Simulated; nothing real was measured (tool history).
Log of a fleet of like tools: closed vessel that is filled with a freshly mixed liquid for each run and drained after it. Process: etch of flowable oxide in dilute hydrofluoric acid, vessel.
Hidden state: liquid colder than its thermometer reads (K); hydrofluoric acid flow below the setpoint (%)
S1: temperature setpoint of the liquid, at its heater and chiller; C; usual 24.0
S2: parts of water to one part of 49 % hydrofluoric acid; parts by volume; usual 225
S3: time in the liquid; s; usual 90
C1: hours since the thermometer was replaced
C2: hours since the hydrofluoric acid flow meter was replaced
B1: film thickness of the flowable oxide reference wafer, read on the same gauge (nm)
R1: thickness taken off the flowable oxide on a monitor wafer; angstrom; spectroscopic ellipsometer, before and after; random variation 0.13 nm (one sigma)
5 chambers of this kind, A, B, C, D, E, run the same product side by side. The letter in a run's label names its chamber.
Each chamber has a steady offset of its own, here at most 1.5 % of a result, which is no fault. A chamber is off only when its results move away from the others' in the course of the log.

run 1C hour=11.0 | S1=24.0 S2=225 S3=90 | C1=56.0 C2=1167.3 | B1=69.982 | R1=144.330
-- hour=14.4 chamber B: thermometer replaced
run 2E hour=16.9 | S1=24.0 S2=225 S3=90 | C1=673.3 C2=1331.5 | B1=69.985 | R1=142.690
run 3B hour=28.7 | S1=24.0 S2=225 S3=90 | C1=14.3 C2=644.2 | B1=69.994 | R1=145.190
-- hour=35.5 chamber E: hydrofluoric acid flow meter replaced
run 4D hour=39.5 | S1=24.0 S2=225 S3=90 | C1=1379.7 C2=396.3 | B1=70.022 | R1=139.840
run 5A hour=47.4 | S1=24.0 S2=225 S3=90 | C1=48.6 C2=612.2 | B1=69.981 | R1=144.040
run 6A hour=55.3 | S1=24.0 S2=225 S3=90 | C1=56.5 C2=620.1 | B1=69.999 | R1=146.130
run 7D hour=67.0 | S1=24.0 S2=225 S3=90 | C1=1407.2 C2=423.8 | B1=70.003 | R1=143.380
run 8E hour=78.6 | S1=24.0 S2=225 S3=90 | C1=735.0 C2=43.2 | B1=69.985 | R1=144.700
-- hour=83.6 chamber B: hydrofluoric acid flow meter replaced
run 9B hour=86.8 | S1=24.0 S2=225 S3=90 | C1=72.4 C2=3.3 | B1=70.010 | R1=144.090
run 10C hour=97.5 | S1=24.0 S2=225 S3=55 | C1=142.5 C2=1253.8 | B1=69.997 | R1=87.908
run 11B hour=106.0 | S1=24.0 S2=225 S3=55 | C1=91.6 C2=22.5 | B1=70.023 | R1=88.020
run 12A hour=117.3 | S1=24.0 S2=225 S3=55 | C1=118.5 C2=682.1 | B1=70.019 | R1=86.218
run 13C hour=125.0 | S1=24.0 S2=225 S3=55 | C1=170.0 C2=1281.3 | B1=69.994 | R1=86.856
run 14E hour=135.8 | S1=24.0 S2=225 S3=55 | C1=792.2 C2=100.4 | B1=69.990 | R1=89.500
run 15D hour=144.9 | S1=24.0 S2=225 S3=90 | C1=1485.1 C2=501.7 | B1=70.013 | R1=141.750
-- hour=148.7 chamber D: thermometer replaced
run 16A hour=151.0 | S1=24.0 S2=225 S3=90 | C1=152.2 C2=715.8 | B1=69.992 | R1=144.490
run 17B hour=158.5 | S1=24.0 S2=225 S3=90 | C1=144.1 C2=75.0 | B1=70.014 | R1=146.030
run 18C hour=165.1 | S1=24.0 S2=225 S3=90 | C1=210.1 C2=1321.4 | B1=70.015 | R1=140.110
run 19D hour=175.9 | S1=24.0 S2=225 S3=90 | C1=27.3 C2=532.7 | B1=69.990 | R1=142.750
run 20E hour=186.8 | S1=24.0 S2=225 S3=90 | C1=843.2 C2=151.4 | B1=70.002 | R1=143.040
run 21D hour=198.1 | S1=24.0 S2=225 S3=90 | C1=49.5 C2=554.9 | B1=70.011 | R1=143.970
run 22E hour=205.4 | S1=24.0 S2=225 S3=90 | C1=861.8 C2=170.0 | B1=70.001 | R1=144.050
run 23A hour=215.6 | S1=24.0 S2=225 S3=90 | C1=216.8 C2=780.4 | B1=69.981 | R1=145.360
run 24B hour=221.9 | S1=24.0 S2=225 S3=90 | C1=207.5 C2=138.4 | B1=69.989 | R1=142.970
run 25C hour=228.3 | S1=24.0 S2=225 S3=90 | C1=273.3 C2=1384.6 | B1=70.005 | R1=137.740
run 26C hour=238.0 | S1=24.0 S2=225 S3=90 | C1=283.0 C2=1394.3 | B1=70.003 | R1=138.190
run 27D hour=243.9 | S1=24.0 S2=225 S3=90 | C1=95.3 C2=600.7 | B1=69.999 | R1=142.320
run 28A hour=254.0 | S1=24.0 S2=225 S3=90 | C1=255.2 C2=818.8 | B1=70.000 | R1=145.370
run 29B hour=263.6 | S1=24.0 S2=225 S3=90 | C1=249.2 C2=180.1 | B1=70.018 | R1=142.200
run 30E hour=268.9 | S1=24.0 S2=225 S3=135 | C1=925.3 C2=233.5 | B1=70.018 | R1=214.730
run 31C hour=274.4 | S1=24.0 S2=225 S3=135 | C1=319.4 C2=1430.7 | B1=70.024 | R1=203.530
run 32A hour=286.3 | S1=24.0 S2=225 S3=135 | C1=287.5 C2=851.1 | B1=70.013 | R1=215.660
run 33E hour=294.7 | S1=24.0 S2=225 S3=135 | C1=951.1 C2=259.3 | B1=69.993 | R1=217.870
run 34D hour=306.2 | S1=24.0 S2=225 S3=135 | C1=157.6 C2=663.0 | B1=70.000 | R1=212.630
run 35B hour=314.9 | S1=24.0 S2=225 S3=90 | C1=300.5 C2=231.4 | B1=70.000 | R1=145.660
run 36A hour=326.6 | S1=19.5 S2=225 S3=90 | C1=327.8 C2=891.4 | B1=69.999 | R1=121.700
run 37B hour=338.7 | S1=19.5 S2=225 S3=90 | C1=324.3 C2=255.2 | B1=70.010 | R1=119.980
run 38D hour=346.8 | S1=19.5 S2=225 S3=90 | C1=198.2 C2=703.6 | B1=69.998 | R1=121.020
run 39C hour=352.4 | S1=19.5 S2=225 S3=90 | C1=397.4 C2=1508.7 | B1=70.009 | R1=109.890
run 40E hour=357.7 | S1=19.5 S2=225 S3=90 | C1=1014.1 C2=322.3 | B1=70.017 | R1=123.090
run 41C hour=363.2 | S1=24.0 S2=225 S3=90 | C1=408.2 C2=1519.5 | B1=69.994 | R1=129.520

Is one chamber off against the others, does the gauge drift, or is nothing wrong? If a chamber is off, say which, and what the likeliest cause is.

Chamber C drifts away from the others.
Cause: hydrofluoric acid flow below the setpoint (%) = 7.74.
The log may not tell that from: liquid colder than its thermometer reads (K).

Here are 4 candidates for chamber C's next run, each the usual settings with a change, their results left as question marks. Which one brings its results back in line with what the others give on the usual settings?
In line means no further than this from the other chambers' mean on the usual settings: R1 4.500 angstrom
run 42C-1 hour=372.0 | S1=24.0 S2=230 S3=90 | R1=?
run 42C-2 hour=372.0 | S1=24.0 S2=230 S3=85 | R1=?
run 42C-3 hour=372.0 | S1=24.0 S2=220 S3=90 | R1=?
run 42C-4 hour=372.0 | S1=24.0 S2=210 S3=90 | R1=?

The other chambers' mean on the usual settings: R1 143.550 angstrom
run=42C-1 R1=126.130
run=42C-2 R1=119.120
run=42C-3 R1=133.430
run=42C-4 R1=141.480
42C-4 brings the chamber back in line.

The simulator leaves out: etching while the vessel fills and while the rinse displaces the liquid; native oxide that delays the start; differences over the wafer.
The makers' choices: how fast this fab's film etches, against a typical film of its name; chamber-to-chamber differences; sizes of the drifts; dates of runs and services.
